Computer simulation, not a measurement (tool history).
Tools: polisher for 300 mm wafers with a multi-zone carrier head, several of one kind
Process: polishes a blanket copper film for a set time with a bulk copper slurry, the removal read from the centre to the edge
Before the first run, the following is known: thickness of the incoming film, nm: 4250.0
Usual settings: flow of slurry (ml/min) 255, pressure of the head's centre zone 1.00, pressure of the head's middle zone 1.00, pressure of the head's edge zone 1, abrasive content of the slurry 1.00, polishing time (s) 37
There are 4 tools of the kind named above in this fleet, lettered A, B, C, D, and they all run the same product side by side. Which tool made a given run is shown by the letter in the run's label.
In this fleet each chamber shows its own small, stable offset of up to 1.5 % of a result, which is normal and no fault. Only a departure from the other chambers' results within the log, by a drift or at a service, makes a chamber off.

run     day  flow of slurry (ml/min)  pressure of the head's centre zone  pressure of the head's middle zone  pressure of the head's edge zone  abrasive content of the slurry  polishing time (s)  wafers polished on this pad  hours since the slurry nozzle was cleaned  hours since the centre zone pressure was calibrated  hours since the edge zone pressure was calibrated  film removed at the wafer's centre (nm)  film removed at mid-radius (nm)  film removed at the wafer's edge (nm)
 1C   0.433                      255                                1.00                                1.00                                 1                            1.00                  37                          613                                      393.9                                                210.0                                              484.8                                   245.89                           250.70                                 245.55
 2B   0.796                      255                                1.00                                1.00                                 1                            1.00                  37                          729                                      233.4                                                220.3                                              513.9                                   241.57                           245.09                                 249.27
      1.050  -- chamber B: worn pad replaced by a new one
      1.096  -- chamber A: worn pad replaced by a new one
 3A   1.442                      255                                1.00                                1.00                                 1                            1.00                  37                           65                                      318.9                                                317.8                                              417.3                                   247.82                           246.91                                 244.76
      1.571  -- chamber C: worn pad replaced by a new one
      1.642  -- chamber B: edge zone pressure recalibrated
 4D   2.038                      255                                1.00                                1.00                                 1                            1.00                  37                          663                                      135.1                                                318.1                                              544.6                                   250.40                           245.11                                 242.26
      2.321  -- chamber C: slurry nozzle cleaned
 5A   2.629                      255                                1.00                                1.00                                 1                            1.00                  37                          288                                      347.4                                                346.3                                              445.8                                   242.02                           246.01                                 245.69
      2.958  -- chamber B: slurry nozzle cleaned
 6D   3.008                      255                                1.00                                1.00                                 1                            1.15                  37                          845                                      158.4                                                341.4                                              567.9                                   253.99                           251.29                                 254.06
 7B   3.304                      255                                1.00                                1.00                                 1                            1.15                  37                          423                                        8.4                                                280.5                                               39.9                                   252.33                           253.65                                 256.51
 8C   3.721                      255                                1.00                                1.00                                 1                            1.15                  37                          403                                       33.7                                                288.9                                              563.7                                   250.24                           254.38                                 252.34
      3.833  -- chamber A: slurry nozzle cleaned
      4.162  -- chamber D: worn pad replaced by a new one
 9B   4.288                      255                                1.00                                1.00                                 1                            1.15                  37                          608                                       32.0                                                304.1                                               63.5                                   247.70                           247.51                                 258.38
10C   4.829                      255                                1.00                                1.00                                 1                            1.00                  37                          611                                       60.3                                                315.5                                              590.3                                   238.45                           252.32                                 245.01
      4.854  -- chamber A: worn pad replaced by a new one
11D   5.408                      255                                1.00                                1.00                                 1                            1.00                  37                          233                                      216.0                                                399.0                                              625.5                                   246.49                           245.33                                 245.05
      5.675  -- chamber B: worn pad replaced by a new one
12A   5.858                      255                                1.00                                1.00                                 1                            1.00                  37                          189                                       48.7                                                423.8                                              523.3                                   248.20                           247.73                                 244.14
      6.067  -- chamber C: worn pad replaced by a new one
13D   6.204                      255                                1.00                                1.00                                 1                            1.00                  37                          383                                      235.1                                                418.1                                              644.6                                   238.51                           243.26                                 241.80
      6.642  -- chamber D: edge zone pressure recalibrated
      6.683  -- chamber D: centre zone pressure recalibrated
14B   6.775                      255                                1.00                                1.00                                 1                            1.00                  37                          206                                       91.7                                                363.8                                              123.2                                   237.13                           245.41                                 246.08
15C   7.146                      255                                1.00                                1.00                                 1                            1.00                  37                          202                                      115.9                                                371.1                                              645.9                                   247.16                           252.96                                 243.31
16A   7.654                      255                                1.00                                1.00                                 1                            1.00                  48                          526                                       91.8                                                466.9                                              566.4                                   318.23                           324.57                                 318.63
17C   8.088                      255                                1.00                                1.00                                 1                            1.00                  48                          379                                      138.5                                                393.7                                              668.5                                   317.60                           319.65                                 318.96
18A   8.504                      255                                1.00                                1.00                                 1                            1.00                  48                          685                                      112.2                                                487.3                                              586.8                                   313.99                           322.45                                 315.75
      8.604  -- chamber D: worn pad replaced by a new one
19B   9.062                      255                                1.00                                1.00                                 1                            1.00                  48                          636                                      146.6                                                418.7                                              178.1                                   315.37                           318.40                                 322.63
      9.346  -- chamber B: worn pad replaced by a new one
20D   9.371                      255                                1.00                                1.00                                 1                            0.80                  44                          144                                      311.1                                                 64.6                                               65.5                                   282.62                           283.30                                 274.37
      9.612  -- chamber A: worn pad replaced by a new one
21B   9.700                      255                                1.00                                1.00                                 1                            0.80                  44                           66                                      161.9                                                434.0                                              193.4                                   276.29                           278.14                                 280.56
      9.912  -- chamber C: worn pad replaced by a new one
22C  10.338                      255                                1.00                                1.00                                 1                            0.80                  44                           79                                      192.5                                                447.7                                              722.5                                   277.23                           286.04                                 282.12
23D  10.808                      255                                1.00                                1.00                                 1                            0.80                  44                          414                                      345.6                                                 99.1                                              100.0                                   283.89                           285.37                                 283.33
24A  11.279                      255                                1.00                                1.00                                 1                            1.00                  37                          313                                      178.8                                                553.9                                              653.4                                   242.02                           247.03                                 245.99
25A  11.642                      255                                1.00                                0.94                                 1                            1.00                  37                          381                                      187.5                                                562.6                                              662.1                                   240.85                           234.12                                 243.17
26B  12.121                      255                                1.00                                0.94                                 1                            1.00                  37                          521                                      220.0                                                492.1                                              251.5                                   242.29                           231.44                                 245.56
     12.329  -- chamber B: slurry nozzle cleaned
27C  12.638                      255                                1.00                                0.94                                 1                            1.00                  37                          511                                      247.7                                                502.9                                              777.7                                   239.78                           233.38                                 243.30
28D  13.179                      255                                1.00                                0.94                                 1                            1.00                  37                          859                                      402.5                                                156.0                                              156.9                                   250.34                           233.10                                 245.94
29A  13.504                      255                                1.00                                1.00                                 1                            1.00                  37                          731                                      232.2                                                607.3                                              706.8                                   239.73                           242.49                                 241.08
30B  13.812                      255                                1.00                                1.00                                 1                            1.00                  37                          838                                       35.7                                                532.7                                              292.1                                   244.96                           247.43                                 246.34

Read the log: is a single chamber off, either drifting away or since a service, is the gauge that measures every chamber drifting, or is nothing wrong beyond small per-chamber offsets? Name any odd chamber and what most likely caused it.

Neither any chamber nor the gauge drifts; the chambers differ only by their own small, steady offsets.

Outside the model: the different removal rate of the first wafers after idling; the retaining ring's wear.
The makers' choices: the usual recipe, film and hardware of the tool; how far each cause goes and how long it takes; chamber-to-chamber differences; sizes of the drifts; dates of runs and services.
